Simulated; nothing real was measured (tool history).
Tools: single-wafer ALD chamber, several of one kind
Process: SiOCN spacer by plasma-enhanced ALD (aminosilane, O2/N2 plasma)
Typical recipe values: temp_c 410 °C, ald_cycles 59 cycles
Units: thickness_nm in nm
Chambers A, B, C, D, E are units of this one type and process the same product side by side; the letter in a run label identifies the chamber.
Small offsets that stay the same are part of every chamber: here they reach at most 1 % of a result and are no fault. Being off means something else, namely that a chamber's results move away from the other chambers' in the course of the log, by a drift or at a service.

run   hour  temp_c  ald_cycles  hours since the last thermocouple change  read-back reference wafer on the same gauge, thickness_nm  thickness_nm
 1D    7.2     410          59                                    1567.5                                                     2.8501        3.4649
 2E   11.7     410          59                                     682.4                                                     2.8492        3.4539
 3A   19.8     410          59                                     318.7                                                     2.8486        3.4308
 4B   28.8     410          59                                     367.8                                                     2.8485        3.4418
 5C   37.2     410          59                                     934.7                                                     2.8479        3.4355
 6C   47.1     410          59                                     944.6                                                     2.8479        3.4388
 7A   56.0     410          59                                     354.9                                                     2.8465        3.4213
 8B   62.8     410          59                                     401.8                                                     2.8461        3.4475
 9E   68.0     410          59                                     738.7                                                     2.8455        3.4586
10D   74.1     410          59                                    1634.4                                                     2.8463        3.4644
11A   81.6     410          59                                     380.5                                                     2.8457        3.4249
12C   90.0     410          48                                     987.5                                                     2.8455        2.7925
13D  100.1     410          48                                    1660.4                                                     2.8442        2.8151
14E  108.7     410          48                                     779.4                                                     2.8435        2.8140
15B  113.5     410          48                                     452.5                                                     2.8437        2.8019
16B  123.1     410          48                                     462.1                                                     2.8430        2.7958
17E  133.4     410          59                                     804.1                                                     2.8416        3.4544
18C  143.6     397          59                                    1041.1                                                     2.8435        3.5422
19D  152.1     397          59                                    1712.4                                                     2.8402        3.5618
20A  159.1     397          59                                     458.0                                                     2.8401        3.5292
21E  164.5     397          59                                     835.2                                                     2.8417        3.5602
22A  172.1     397          59                                     471.0                                                     2.8411        3.5270
23C  181.3     400          52                                    1078.8                                                     2.8402        3.1158
24D  187.0     400          52                                    1747.3                                                     2.8394        3.1381
25B  192.9     400          52                                     531.9                                                     2.8397        3.1154
26B  201.0     400          52                                     540.0                                                     2.8384        3.1214
27E  207.5     400          52                                     878.2                                                     2.8383        3.1234
28D  212.7     410          59                                    1773.0                                                     2.8381        3.4530
29C  222.2     410          59                                    1119.7                                                     2.8378        3.4244
30A  229.0     410          59                                     527.9                                                     2.8376        3.4141
31A  238.4     410          59                                     537.3                                                     2.8361        3.4101
32B  244.9     410          52                                     583.9                                                     2.8370        3.0256
33D  255.0     410          52                                    1815.3                                                     2.8360        3.0319
34C  264.2     410          52                                    1161.7                                                     2.8357        3.0123
35E  269.8     410          52                                     940.5                                                     2.8352        3.0310
36A  274.7     410          52                                     573.6                                                     2.8346        3.0097
37E  282.7     410          59                                     953.4                                                     2.8341        3.4398
38D  292.8     410          59                                    1853.1                                                     2.8340        3.4533
39B  301.0     410          59                                     640.0                                                     2.8324        3.4307

One chamber off, gauge drift, or nothing amiss beyond the chambers' own small offsets? If it is a chamber, which one, and what is the likeliest cause?

The gauge drifts, so all chambers seem to drift together. No chamber is off.
Likeliest cause: gauge reads low (%) = 0.593.
